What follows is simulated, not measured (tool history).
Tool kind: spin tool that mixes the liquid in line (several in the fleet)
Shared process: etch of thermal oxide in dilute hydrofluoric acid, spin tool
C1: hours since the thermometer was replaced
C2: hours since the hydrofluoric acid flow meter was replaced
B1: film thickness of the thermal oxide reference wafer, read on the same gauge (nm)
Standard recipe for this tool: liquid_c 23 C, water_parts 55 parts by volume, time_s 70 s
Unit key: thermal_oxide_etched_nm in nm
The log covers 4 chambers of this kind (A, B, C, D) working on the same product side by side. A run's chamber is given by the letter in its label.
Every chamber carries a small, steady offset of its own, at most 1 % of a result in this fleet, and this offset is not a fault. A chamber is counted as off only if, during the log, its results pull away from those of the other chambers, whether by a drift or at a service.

run 1B hour=6.7 | liquid_c=23 water_parts=55 time_s=70 | C1=337.1 C2=1341 | B1=40.01 | thermal_oxide_etched_nm=6.014
run 2A hour=11.5 | liquid_c=23 water_parts=55 time_s=70 | C1=2300.9 C2=1337.7 | B1=39.996 | thermal_oxide_etched_nm=6.1055
run 3C hour=16.4 | liquid_c=23 water_parts=55 time_s=70 | C1=1697.9 C2=763.9 | B1=40.01 | thermal_oxide_etched_nm=6.0676
run 4D hour=20.3 | liquid_c=23 water_parts=55 time_s=70 | C1=1844.4 C2=84.1 | B1=40.024 | thermal_oxide_etched_nm=6.0084
run 5C hour=28.3 | liquid_c=23 water_parts=55 time_s=70 | C1=1709.8 C2=775.8 | B1=40.007 | thermal_oxide_etched_nm=6.0194
run 6D hour=35.9 | liquid_c=23 water_parts=55 time_s=70 | C1=1860 C2=99.7 | B1=40.003 | thermal_oxide_etched_nm=6.0062
run 7A hour=41.7 | liquid_c=23 water_parts=55 time_s=70 | C1=2331.1 C2=1367.9 | B1=39.986 | thermal_oxide_etched_nm=6.1107
run 8B hour=46.5 | liquid_c=23 water_parts=55 time_s=70 | C1=376.9 C2=1380.8 | B1=39.988 | thermal_oxide_etched_nm=6.0042
run 9D hour=53.2 | liquid_c=23 water_parts=55 time_s=70 | C1=1877.3 C2=117 | B1=40.024 | thermal_oxide_etched_nm=6.0105
run 10C hour=59.2 | liquid_c=20 water_parts=55 time_s=95 | C1=1740.7 C2=806.7 | B1=39.973 | thermal_oxide_etched_nm=7.2152
run 11B hour=64.3 | liquid_c=20 water_parts=55 time_s=95 | C1=394.7 C2=1398.6 | B1=40.045 | thermal_oxide_etched_nm=7.2156
run 12A hour=69.2 | liquid_c=20 water_parts=55 time_s=95 | C1=2358.6 C2=1395.4 | B1=39.996 | thermal_oxide_etched_nm=7.3177
run 13A hour=76.9 | liquid_c=20 water_parts=55 time_s=95 | C1=2366.3 C2=1403.1 | B1=39.996 | thermal_oxide_etched_nm=7.3396
run 14C hour=82.6 | liquid_c=23 water_parts=55 time_s=70 | C1=1764.1 C2=830.1 | B1=40.014 | thermal_oxide_etched_nm=6.0641
run 15D hour=91.3 | liquid_c=23 water_parts=55 time_s=70 | C1=1915.4 C2=155.1 | B1=40.026 | thermal_oxide_etched_nm=6.0519
run 16B hour=100 | liquid_c=23 water_parts=55 time_s=70 | C1=430.4 C2=1434.3 | B1=39.985 | thermal_oxide_etched_nm=6.0606
run 17A hour=104.8 | liquid_c=23 water_parts=55 time_s=70 | C1=2394.2 C2=1431 | B1=40.01 | thermal_oxide_etched_nm=6.0662
run 18C hour=113.4 | liquid_c=23 water_parts=55 time_s=70 | C1=1794.9 C2=860.9 | B1=39.994 | thermal_oxide_etched_nm=6.0321
run 19B hour=120.9 | liquid_c=23 water_parts=55 time_s=70 | C1=451.3 C2=1455.2 | B1=39.985 | thermal_oxide_etched_nm=6.0489
run 20D hour=126.5 | liquid_c=23 water_parts=55 time_s=70 | C1=1950.6 C2=190.3 | B1=40.007 | thermal_oxide_etched_nm=5.9954
run 21C hour=134.2 | liquid_c=23 water_parts=55 time_s=70 | C1=1815.7 C2=881.7 | B1=40.018 | thermal_oxide_etched_nm=6.0331
run 22B hour=139.4 | liquid_c=23 water_parts=55 time_s=70 | C1=469.8 C2=1473.7 | B1=40.011 | thermal_oxide_etched_nm=6.0433
run 23A hour=144.3 | liquid_c=23 water_parts=55 time_s=85 | C1=2433.7 C2=1470.5 | B1=40.013 | thermal_oxide_etched_nm=7.4245
run 24D hour=149.2 | liquid_c=23 water_parts=55 time_s=85 | C1=1973.3 C2=213 | B1=40.056 | thermal_oxide_etched_nm=7.3108
run 25C hour=157.6 | liquid_c=23 water_parts=55 time_s=85 | C1=1839.1 C2=905.1 | B1=39.984 | thermal_oxide_etched_nm=7.2915
run 26B hour=163.1 | liquid_c=23 water_parts=55 time_s=85 | C1=493.5 C2=1497.4 | B1=40.002 | thermal_oxide_etched_nm=7.3519
run 27D hour=169.2 | liquid_c=23 water_parts=55 time_s=70 | C1=1993.3 C2=233 | B1=40.005 | thermal_oxide_etched_nm=5.9709
run 28A hour=177.8 | liquid_c=23 water_parts=35 time_s=40 | C1=2467.2 C2=1504 | B1=40.002 | thermal_oxide_etched_nm=5.6235
run 29C hour=182.9 | liquid_c=23 water_parts=35 time_s=40 | C1=1864.4 C2=930.4 | B1=40.007 | thermal_oxide_etched_nm=5.5316
run 30D hour=187 | liquid_c=23 water_parts=35 time_s=40 | C1=2011.1 C2=250.8 | B1=39.977 | thermal_oxide_etched_nm=5.5175
run 31B hour=194.5 | liquid_c=23 water_parts=35 time_s=40 | C1=524.9 C2=1528.8 | B1=40.003 | thermal_oxide_etched_nm=5.632
run 32A hour=200.8 | liquid_c=23 water_parts=65 time_s=100 | C1=2490.2 C2=1527 | B1=40.038 | thermal_oxide_etched_nm=7.2922
run 33C hour=207.9 | liquid_c=23 water_parts=65 time_s=100 | C1=1889.4 C2=955.4 | B1=40.012 | thermal_oxide_etched_nm=7.2241

Next, all 4 chambers run the settings below, one line each with question marks for the results. What does each chamber give?
run 34A hour=214.2 | liquid_c=23 water_parts=55 time_s=70 | thermal_oxide_etched_nm=?
run 34B hour=214.2 | liquid_c=23 water_parts=55 time_s=70 | thermal_oxide_etched_nm=?
run 34C hour=214.2 | liquid_c=23 water_parts=55 time_s=70 | thermal_oxide_etched_nm=?
run 34D hour=214.2 | liquid_c=23 water_parts=55 time_s=70 | thermal_oxide_etched_nm=?

run=34A thermal_oxide_etched_nm=6.0748
run=34B thermal_oxide_etched_nm=6.0619
run=34C thermal_oxide_etched_nm=6.0421
run=34D thermal_oxide_etched_nm=6.0577
